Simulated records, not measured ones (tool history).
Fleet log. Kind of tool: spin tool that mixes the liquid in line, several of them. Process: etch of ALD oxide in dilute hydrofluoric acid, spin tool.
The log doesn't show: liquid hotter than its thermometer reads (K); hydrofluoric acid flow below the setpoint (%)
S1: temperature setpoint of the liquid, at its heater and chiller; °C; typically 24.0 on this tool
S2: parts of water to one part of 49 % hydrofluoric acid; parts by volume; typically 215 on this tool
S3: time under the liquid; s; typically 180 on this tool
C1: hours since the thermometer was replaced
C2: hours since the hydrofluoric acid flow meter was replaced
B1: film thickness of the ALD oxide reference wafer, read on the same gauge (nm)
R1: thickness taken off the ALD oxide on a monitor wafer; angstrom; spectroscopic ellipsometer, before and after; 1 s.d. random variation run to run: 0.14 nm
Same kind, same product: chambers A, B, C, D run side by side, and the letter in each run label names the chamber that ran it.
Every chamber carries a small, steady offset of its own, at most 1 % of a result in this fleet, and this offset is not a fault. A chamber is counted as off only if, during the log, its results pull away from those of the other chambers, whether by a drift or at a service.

Run 1B, day 0.121: usual settings; C1 872.2; C2 9.3; B1 80.014. Result: R1 238.49 angstrom.
Run 2C, day 0.271: usual settings; C1 448.6; C2 1048.1; B1 80.014. Result: R1 240.21 angstrom.
Run 3A, day 0.412: usual settings; C1 1049.3; C2 46.3; B1 79.999. Result: R1 238.79 angstrom.
Run 4D, day 0.596: usual settings; C1 773.2; C2 1171.8; B1 80.018. Result: R1 240.81 angstrom.
Run 5C, day 0.762: usual settings; C1 460.4; C2 1059.9; B1 79.971. Result: R1 239.65 angstrom.
Run 6B, day 0.875: usual settings; C1 890.3; C2 27.4; B1 80.004. Result: R1 242.16 angstrom.
Run 7D, day 0.962: usual settings; C1 782.0; C2 1180.6; B1 79.994. Result: R1 240.82 angstrom.
Run 8A, day 1.138: usual settings but S1 28.5 °C; C1 1066.7; C2 63.7; B1 79.994. Result: R1 280.20 angstrom.
Run 9D, day 1.271: usual settings but S1 28.5 °C; C1 789.4; C2 1188.0; B1 79.996. Result: R1 280.86 angstrom.
Run 10A, day 1.408: usual settings but S1 28.5 °C; C1 1073.2; C2 70.2; B1 79.970. Result: R1 278.26 angstrom.
Run 11C, day 1.529: usual settings but S1 28.5 °C; C1 478.8; C2 1078.3; B1 79.996. Result: R1 283.90 angstrom.
Run 12B, day 1.696: usual settings but S1 27.0 °C, S3 90 s; C1 910.0; C2 47.1; B1 79.989. Result: R1 134.29 angstrom.
Run 13A, day 1.796: usual settings but S1 27.0 °C, S3 90 s; C1 1082.5; C2 79.5; B1 80.007. Result: R1 134.01 angstrom.
Run 14C, day 1.883: usual settings but S1 27.0 °C, S3 90 s; C1 487.3; C2 1086.8; B1 80.016. Result: R1 134.84 angstrom.
Run 15D, day 1.983: usual settings but S1 27.0 °C, S3 90 s; C1 806.5; C2 1205.1; B1 80.014. Result: R1 132.63 angstrom.
Run 16B, day 2.088: usual settings; C1 919.4; C2 56.5; B1 79.999. Result: R1 244.01 angstrom.
Run 17B, day 2.221: usual settings; C1 922.6; C2 59.7; B1 79.988. Result: R1 244.09 angstrom.
Run 18C, day 2.371: usual settings but S2 165 parts by volume, S3 105 s; C1 499.0; C2 1098.5; B1 79.989. Result: R1 194.28 angstrom.
Run 19D, day 2.467: usual settings but S2 165 parts by volume, S3 105 s; C1 818.1; C2 1216.7; B1 79.979. Result: R1 193.88 angstrom.
Run 20A, day 2.612: usual settings but S2 165 parts by volume, S3 105 s; C1 1102.1; C2 99.1; B1 80.005. Result: R1 189.40 angstrom.
Run 21A, day 2.800: usual settings but S2 165 parts by volume, S3 105 s; C1 1106.6; C2 103.6; B1 80.005. Result: R1 188.74 angstrom.
Run 22C, day 2.971: usual settings; C1 513.4; C2 1112.9; B1 80.010. Result: R1 241.54 angstrom.
Run 23D, day 3.158: usual settings; C1 834.7; C2 1233.3; B1 79.995. Result: R1 241.11 angstrom.
Run 24B, day 3.250: usual settings; C1 947.3; C2 84.4; B1 80.012. Result: R1 245.24 angstrom.
Run 25B, day 3.350: usual settings; C1 949.7; C2 86.8; B1 80.007. Result: R1 245.83 angstrom.
Run 26C, day 3.446: usual settings but S1 21.0 °C; C1 524.8; C2 1124.3; B1 79.990. Result: R1 211.77 angstrom.
Run 27D, day 3.629: usual settings but S1 21.0 °C; C1 846.0; C2 1244.6; B1 80.009. Result: R1 214.09 angstrom.
Run 28A, day 3.729: usual settings but S1 21.0 °C; C1 1128.9; C2 125.9; B1 80.018. Result: R1 213.25 angstrom.
Run 29C, day 3.838: usual settings but S1 21.0 °C; C1 534.2; C2 1133.7; B1 80.009. Result: R1 215.67 angstrom.
Run 30D, day 3.942: usual settings; C1 853.5; C2 1252.1; B1 80.012. Result: R1 241.62 angstrom.
Run 31A, day 4.050: usual settings but S1 26.5 °C, S3 130 s; C1 1136.6; C2 133.6; B1 80.016. Result: R1 189.41 angstrom.
At day 4.125: chamber D: thermometer replaced.
Run 32B, day 4.158: usual settings but S1 26.5 °C, S3 130 s; C1 969.1; C2 106.2; B1 79.998. Result: R1 196.42 angstrom.
Run 33A, day 4.275: usual settings but S1 26.5 °C, S3 130 s; C1 1142.0; C2 139.0; B1 80.012. Result: R1 188.36 angstrom.
Run 34D, day 4.446: usual settings but S1 26.5 °C, S3 130 s; C1 7.7; C2 1264.2; B1 80.002. Result: R1 187.64 angstrom.
Run 35B, day 4.542: usual settings; C1 978.3; C2 115.4; B1 79.973. Result: R1 249.72 angstrom.
Run 36C, day 4.704: usual settings; C1 555.0; C2 1154.5; B1 79.995. Result: R1 241.06 angstrom.
Run 37A, day 4.804: usual settings; C1 1154.7; C2 151.7; B1 79.995. Result: R1 239.12 angstrom.
Run 38D, day 4.954: usual settings; C1 19.9; C2 1276.4; B1 79.991. Result: R1 237.34 angstrom.
Run 39B, day 5.096: usual settings; C1 991.6; C2 128.7; B1 79.987. Result: R1 253.48 angstrom.
Run 40C, day 5.246: usual settings but S2 125 parts by volume, S3 80 s; C1 568.0; C2 1167.5; B1 80.006. Result: R1 205.56 angstrom.

Is one chamber off against the others, does the gauge drift, or is nothing wrong? If a chamber is off, say which, and what the likeliest cause is.

Little by little, chamber B moves away from the other chambers.
Cause: liquid hotter than its thermometer reads (K) = 1.35.
It could be hard to tell apart here from: hydrofluoric acid flow above the setpoint (%).

Which of the 4 candidates below, each the usual settings with something changed and its results left as question marks, puts chamber B back in line with what the other chambers give on the usual settings?
Counts as in line when no further than this from what the other chambers average on the usual settings: R1 4.90 angstrom
Run 41B-1, day 5.379: usual settings but S2 205 parts by volume, S3 185 s. Result: R1 ?.
Run 41B-2, day 5.379: usual settings but S2 225 parts by volume, S3 175 s. Result: R1 ?.
Run 41B-3, day 5.379: usual settings but S2 220 parts by volume, S3 175 s. Result: R1 ?.
Run 41B-4, day 5.379: usual settings but S2 210 parts by volume, S3 185 s. Result: R1 ?.

Usual-settings mean across the other chambers: R1 239.26 angstrom
  run      R1
41B-1  273.94
41B-2  231.41
41B-3  237.85
41B-4  266.08
The right change is 41B-3: it brings the chamber back within the allowed miss of the others.
